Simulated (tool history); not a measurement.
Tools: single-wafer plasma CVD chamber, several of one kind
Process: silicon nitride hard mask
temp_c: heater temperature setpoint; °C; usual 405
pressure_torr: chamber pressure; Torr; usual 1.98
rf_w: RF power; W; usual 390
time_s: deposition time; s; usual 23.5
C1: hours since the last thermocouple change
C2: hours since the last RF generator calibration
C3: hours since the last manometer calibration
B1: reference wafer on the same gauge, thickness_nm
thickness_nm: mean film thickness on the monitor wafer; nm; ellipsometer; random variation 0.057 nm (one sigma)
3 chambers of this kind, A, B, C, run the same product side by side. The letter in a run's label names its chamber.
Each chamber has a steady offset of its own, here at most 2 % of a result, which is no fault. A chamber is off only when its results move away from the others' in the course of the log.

{"run": "1B", "day": 0.579, "temp_c": 405, "pressure_torr": 1.98, "rf_w": 390, "time_s": 23.5, "C1": 958.4, "C2": 995.6, "C3": 465.2, "B1": 29.789, "thickness_nm": 34.058}
{"run": "2A", "day": 0.942, "temp_c": 405, "pressure_torr": 1.98, "rf_w": 390, "time_s": 23.5, "C1": 776.3, "C2": 729.4, "C3": 911.1, "B1": 29.78, "thickness_nm": 33.703}
{"run": "3C", "day": 1.346, "temp_c": 405, "pressure_torr": 1.98, "rf_w": 390, "time_s": 23.5, "C1": 1539.1, "C2": 560.8, "C3": 1269, "B1": 29.784, "thickness_nm": 33.367}
{"run": "4A", "day": 1.854, "temp_c": 405, "pressure_torr": 1.98, "rf_w": 390, "time_s": 23.5, "C1": 798.2, "C2": 751.3, "C3": 933, "B1": 29.769, "thickness_nm": 33.696}
{"run": "5C", "day": 2.179, "temp_c": 405, "pressure_torr": 1.98, "rf_w": 390, "time_s": 23.5, "C1": 1559.1, "C2": 580.8, "C3": 1289, "B1": 29.787, "thickness_nm": 33.387}
{"run": "6B", "day": 2.712, "temp_c": 405, "pressure_torr": 1.98, "rf_w": 390, "time_s": 23.5, "C1": 1009.6, "C2": 1046.8, "C3": 516.4, "B1": 29.761, "thickness_nm": 33.985}
{"run": "7C", "day": 3.025, "temp_c": 414, "pressure_torr": 1.98, "rf_w": 390, "time_s": 23.5, "C1": 1579.4, "C2": 601.1, "C3": 1309.3, "B1": 29.76, "thickness_nm": 33.261}
{"run": "8A", "day": 3.483, "temp_c": 414, "pressure_torr": 1.98, "rf_w": 390, "time_s": 23.5, "C1": 837.3, "C2": 790.4, "C3": 972.1, "B1": 29.74, "thickness_nm": 33.593}
{"run": "9B", "day": 3.883, "temp_c": 414, "pressure_torr": 1.98, "rf_w": 390, "time_s": 23.5, "C1": 1037.7, "C2": 1074.9, "C3": 544.5, "B1": 29.744, "thickness_nm": 33.913}
{"run": "10C", "day": 4.271, "temp_c": 405, "pressure_torr": 1.98, "rf_w": 390, "time_s": 23.5, "C1": 1609.3, "C2": 631, "C3": 1339.2, "B1": 29.748, "thickness_nm": 33.417}
{"run": "11A", "day": 4.604, "temp_c": 405, "pressure_torr": 1.98, "rf_w": 390, "time_s": 23.5, "C1": 864.2, "C2": 817.3, "C3": 999, "B1": 29.729, "thickness_nm": 33.653}
{"run": "12B", "day": 5.004, "temp_c": 405, "pressure_torr": 1.98, "rf_w": 355, "time_s": 27.5, "C1": 1064.6, "C2": 1101.8, "C3": 571.4, "B1": 29.723, "thickness_nm": 37.488}
{"run": "13C", "day": 5.292, "temp_c": 405, "pressure_torr": 1.98, "rf_w": 355, "time_s": 27.5, "C1": 1633.8, "C2": 655.5, "C3": 1363.7, "B1": 29.724, "thickness_nm": 36.755}
{"run": "14B", "day": 5.671, "temp_c": 405, "pressure_torr": 1.98, "rf_w": 355, "time_s": 27.5, "C1": 1080.6, "C2": 1117.8, "C3": 587.4, "B1": 29.72, "thickness_nm": 37.522}
{"run": "15A", "day": 6.133, "temp_c": 405, "pressure_torr": 1.98, "rf_w": 390, "time_s": 23.5, "C1": 900.9, "C2": 854, "C3": 1035.7, "B1": 29.713, "thickness_nm": 33.658}
{"run": "16C", "day": 6.55, "temp_c": 400, "pressure_torr": 1.56, "rf_w": 390, "time_s": 23.5, "C1": 1664, "C2": 685.7, "C3": 1393.9, "B1": 29.702, "thickness_nm": 31.226}
{"run": "17B", "day": 7.05, "temp_c": 400, "pressure_torr": 1.56, "rf_w": 390, "time_s": 23.5, "C1": 1113.7, "C2": 1150.9, "C3": 620.5, "B1": 29.68, "thickness_nm": 31.762}
{"run": "18A", "day": 7.517, "temp_c": 400, "pressure_torr": 1.56, "rf_w": 390, "time_s": 23.5, "C1": 934.1, "C2": 887.2, "C3": 1068.9, "B1": 29.687, "thickness_nm": 31.527}
{"day": 7.712, "done": "chamber B: RF generator calibrated"}
{"run": "19A", "day": 8.1, "temp_c": 405, "pressure_torr": 1.98, "rf_w": 390, "time_s": 23.5, "C1": 948.1, "C2": 901.2, "C3": 1082.9, "B1": 29.678, "thickness_nm": 33.56}
{"run": "20B", "day": 8.646, "temp_c": 405, "pressure_torr": 1.98, "rf_w": 390, "time_s": 23.5, "C1": 1152, "C2": 22.5, "C3": 658.8, "B1": 29.685, "thickness_nm": 33.987}
{"run": "21C", "day": 8.917, "temp_c": 405, "pressure_torr": 1.98, "rf_w": 390, "time_s": 23.5, "C1": 1720.8, "C2": 742.5, "C3": 1450.7, "B1": 29.661, "thickness_nm": 33.2}
{"run": "22B", "day": 9.304, "temp_c": 405, "pressure_torr": 1.98, "rf_w": 390, "time_s": 23.5, "C1": 1167.8, "C2": 38.3, "C3": 674.6, "B1": 29.661, "thickness_nm": 33.895}
{"run": "23C", "day": 9.708, "temp_c": 405, "pressure_torr": 1.98, "rf_w": 390, "time_s": 23.5, "C1": 1739.8, "C2": 761.5, "C3": 1469.7, "B1": 29.654, "thickness_nm": 33.176}
{"run": "24A", "day": 10.283, "temp_c": 405, "pressure_torr": 1.98, "rf_w": 390, "time_s": 23.5, "C1": 1000.5, "C2": 953.6, "C3": 1135.3, "B1": 29.646, "thickness_nm": 33.501}
{"run": "25B", "day": 10.788, "temp_c": 405, "pressure_torr": 1.98, "rf_w": 390, "time_s": 23.5, "C1": 1203.4, "C2": 73.9, "C3": 710.2, "B1": 29.647, "thickness_nm": 33.806}
{"run": "26C", "day": 11.304, "temp_c": 405, "pressure_torr": 1.98, "rf_w": 390, "time_s": 23.5, "C1": 1778.1, "C2": 799.8, "C3": 1508, "B1": 29.631, "thickness_nm": 33.198}
{"run": "27A", "day": 11.592, "temp_c": 405, "pressure_torr": 1.98, "rf_w": 390, "time_s": 23.5, "C1": 1031.9, "C2": 985, "C3": 1166.7, "B1": 29.626, "thickness_nm": 33.552}
{"run": "28C", "day": 12.038, "temp_c": 405, "pressure_torr": 1.98, "rf_w": 390, "time_s": 23.5, "C1": 1795.7, "C2": 817.4, "C3": 1525.6, "B1": 29.618, "thickness_nm": 33.099}
{"run": "29B", "day": 12.496, "temp_c": 405, "pressure_torr": 1.65, "rf_w": 390, "time_s": 23.5, "C1": 1244.4, "C2": 114.9, "C3": 751.2, "B1": 29.614, "thickness_nm": 32.143}
{"run": "30A", "day": 13.125, "temp_c": 405, "pressure_torr": 1.65, "rf_w": 390, "time_s": 23.5, "C1": 1068.7, "C2": 1021.8, "C3": 1203.5, "B1": 29.61, "thickness_nm": 32.024}
{"run": "31C", "day": 13.525, "temp_c": 405, "pressure_torr": 1.65, "rf_w": 390, "time_s": 23.5, "C1": 1831.4, "C2": 853.1, "C3": 1561.3, "B1": 29.599, "thickness_nm": 31.506}

Next, every chamber runs the same settings. What will each give?
{"run": "32A", "day": 13.975, "temp_c": 405, "pressure_torr": 2.45, "rf_w": 390, "time_s": 23.5, "thickness_nm": "?"}
{"run": "32B", "day": 13.975, "temp_c": 405, "pressure_torr": 2.45, "rf_w": 390, "time_s": 23.5, "thickness_nm": "?"}
{"run": "32C", "day": 13.975, "temp_c": 405, "pressure_torr": 2.45, "rf_w": 390, "time_s": 23.5, "thickness_nm": "?"}

run=32A thickness_nm=35.34
run=32B thickness_nm=35.772
run=32C thickness_nm=35.065

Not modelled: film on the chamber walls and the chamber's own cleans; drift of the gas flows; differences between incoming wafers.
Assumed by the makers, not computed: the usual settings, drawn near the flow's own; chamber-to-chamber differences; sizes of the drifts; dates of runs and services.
